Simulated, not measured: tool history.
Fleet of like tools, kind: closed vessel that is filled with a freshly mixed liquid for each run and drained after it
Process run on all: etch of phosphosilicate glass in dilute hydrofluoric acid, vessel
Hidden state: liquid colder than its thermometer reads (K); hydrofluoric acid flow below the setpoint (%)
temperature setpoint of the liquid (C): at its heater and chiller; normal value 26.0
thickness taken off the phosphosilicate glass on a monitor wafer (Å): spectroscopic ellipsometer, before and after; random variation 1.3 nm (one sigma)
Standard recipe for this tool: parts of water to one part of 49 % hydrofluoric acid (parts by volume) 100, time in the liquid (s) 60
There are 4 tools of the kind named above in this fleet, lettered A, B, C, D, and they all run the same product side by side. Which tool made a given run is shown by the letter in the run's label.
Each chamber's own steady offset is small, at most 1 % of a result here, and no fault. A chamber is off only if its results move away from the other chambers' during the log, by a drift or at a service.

run	hour	temperature setpoint of the liquid (C)	parts of water to one part of 49 % hydrofluoric acid (parts by volume)	time in the liquid (s)	hours since the thermometer was replaced	hours since the hydrofluoric acid flow meter was replaced	read-back film thickness of the phosphosilicate glass reference wafer, read on the same gauge (nm)	thickness taken off the phosphosilicate glass on a monitor wafer (Å)
1D	7.1	26.0	100	60	700.0	625.1	50.006	1282.40
2C	13.1	26.0	100	60	305.0	374.0	49.982	1323.40
3B	17.2	26.0	100	60	70.4	803.5	49.988	1296.00
4A	22.1	26.0	100	60	436.0	826.8	50.011	1280.70
5B	25.6	26.0	100	60	78.8	811.9	50.009	1290.60
6A	31.3	28.5	100	60	445.2	836.0	49.977	1377.70
7D	35.4	28.5	100	60	728.3	653.4	49.980	1426.20
8C	39.7	28.5	100	60	331.6	400.6	50.008	1429.40
9C	43.9	28.5	100	60	335.8	404.8	49.990	1474.60
10A	49.6	26.0	100	60	463.5	854.3	49.981	1264.30
# hour 51.2: chamber D: hydrofluoric acid flow meter replaced
11B	53.9	26.0	100	60	107.1	840.2	49.996	1312.10
12D	60.5	26.0	100	60	753.4	9.4	50.014	1301.40
13A	67.8	26.0	100	60	481.7	872.5	50.018	1233.20
14D	74.8	26.0	100	60	767.7	23.7	49.976	1292.90
15B	80.9	26.0	100	60	134.1	867.2	49.954	1277.90
16C	85.9	26.0	100	60	377.8	446.8	49.972	1305.80
17C	92.9	26.0	100	60	384.8	453.8	50.026	1295.20
18B	97.4	26.0	100	60	150.6	883.7	50.008	1272.20
19A	101.9	27.5	100	60	515.8	906.6	50.009	1281.00
20D	107.9	27.5	100	60	800.8	56.8	50.016	1359.30
21C	112.9	27.5	100	60	404.8	473.8	50.008	1389.10
22B	120.4	27.5	100	60	173.6	906.7	50.024	1343.60
23D	125.4	26.0	100	60	818.3	74.3	49.974	1280.30
24A	130.0	26.0	100	60	543.9	934.7	49.967	1195.00
25A	136.7	28.0	100	60	550.6	941.4	49.997	1274.30
26D	144.0	28.0	100	60	836.9	92.9	50.009	1391.30
27B	151.2	28.0	100	60	204.4	937.5	49.977	1395.30
28C	158.6	28.0	100	60	450.5	519.5	49.972	1404.30
29A	164.7	26.0	100	60	578.6	969.4	50.015	1139.90
30C	170.9	28.5	100	35	462.8	531.8	50.002	830.15

For the next run the whole fleet of 4 chambers uses the same settings. Give each chamber's results:
31A	176.4	26.0	100	60				?
31B	176.4	26.0	100	60				?
31C	176.4	26.0	100	60				?
31D	176.4	26.0	100	60				?

run	thickness taken off the phosphosilicate glass on a monitor wafer (Å)
31A	1136.60
31B	1295.50
31C	1305.90
31D	1307.00
